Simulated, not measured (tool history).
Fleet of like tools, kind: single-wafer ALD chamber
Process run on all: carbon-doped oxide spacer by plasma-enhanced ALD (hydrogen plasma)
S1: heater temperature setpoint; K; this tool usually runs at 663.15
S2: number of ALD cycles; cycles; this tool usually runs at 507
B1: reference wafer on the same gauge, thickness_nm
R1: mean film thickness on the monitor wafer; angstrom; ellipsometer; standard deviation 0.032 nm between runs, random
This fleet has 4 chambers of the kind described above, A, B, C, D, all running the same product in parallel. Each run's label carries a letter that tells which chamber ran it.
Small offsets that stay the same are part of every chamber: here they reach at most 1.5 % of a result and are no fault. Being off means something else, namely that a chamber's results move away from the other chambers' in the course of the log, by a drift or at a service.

| run | hour | S1 | S2 | B1 | R1 |
|---|---|---|---|---|---|
| 1B | 5.5 | 663.15 | 507 | 20.597 | 250.42 |
| 2A | 14 | 663.15 | 507 | 20.591 | 253.03 |
| 3D | 22 | 663.15 | 507 | 20.596 | 252.48 |
| 4C | 31.9 | 663.15 | 507 | 20.587 | 255.07 |
| 5D | 37.5 | 663.15 | 507 | 20.584 | 252.73 |
| 6B | 48.8 | 663.15 | 507 | 20.582 | 250.57 |
| 7C | 58 | 663.15 | 507 | 20.572 | 254.59 |
| 8A | 66.3 | 663.15 | 507 | 20.573 | 252.12 |
| 9A | 73.4 | 663.15 | 507 | 20.566 | 252.29 |
| 10C | 79.2 | 655.15 | 569 | 20.563 | 285.73 |
| 11B | 88 | 655.15 | 569 | 20.562 | 280.4 |
| 12D | 95.8 | 655.15 | 569 | 20.558 | 282.89 |
| 13C | 104.1 | 655.15 | 569 | 20.551 | 285.4 |
| 14D | 113 | 663.15 | 507 | 20.549 | 252.17 |
| 15B | 123.6 | 663.15 | 507 | 20.543 | 249.72 |
| 16A | 133.5 | 663.15 | 507 | 20.542 | 252.04 |
| 17D | 140.3 | 663.15 | 507 | 20.541 | 252.88 |
| 18A | 151.4 | 663.15 | 507 | 20.534 | 251.77 |
| 19B | 158.7 | 663.15 | 507 | 20.531 | 250.15 |
| 20C | 164.3 | 663.15 | 507 | 20.525 | 254.56 |
| 21D | 169.9 | 663.15 | 507 | 20.524 | 251.81 |
| 22C | 175.9 | 663.15 | 507 | 20.524 | 254.51 |
| 23B | 187.2 | 663.15 | 507 | 20.507 | 249.58 |
| 24A | 196.8 | 663.15 | 507 | 20.516 | 251.44 |
| 25C | 206.4 | 663.15 | 507 | 20.517 | 253.89 |
| 26D | 216 | 663.15 | 507 | 20.505 | 251.32 |
| 27B | 222 | 673.15 | 507 | 20.499 | 249.03 |
| 28A | 228.7 | 673.15 | 507 | 20.508 | 251.58 |
| 29D | 238.6 | 673.15 | 507 | 20.497 | 251.3 |

Is one chamber out of step, is the gauge drifting, or do the chambers differ by no more than their own small offsets? For an off chamber, give its letter and the likeliest cause.

Every chamber seems to shift together because the gauge that measures them all drifts; the chambers themselves are fine.
What lies behind it: gauge reads low (%) = 0.526.

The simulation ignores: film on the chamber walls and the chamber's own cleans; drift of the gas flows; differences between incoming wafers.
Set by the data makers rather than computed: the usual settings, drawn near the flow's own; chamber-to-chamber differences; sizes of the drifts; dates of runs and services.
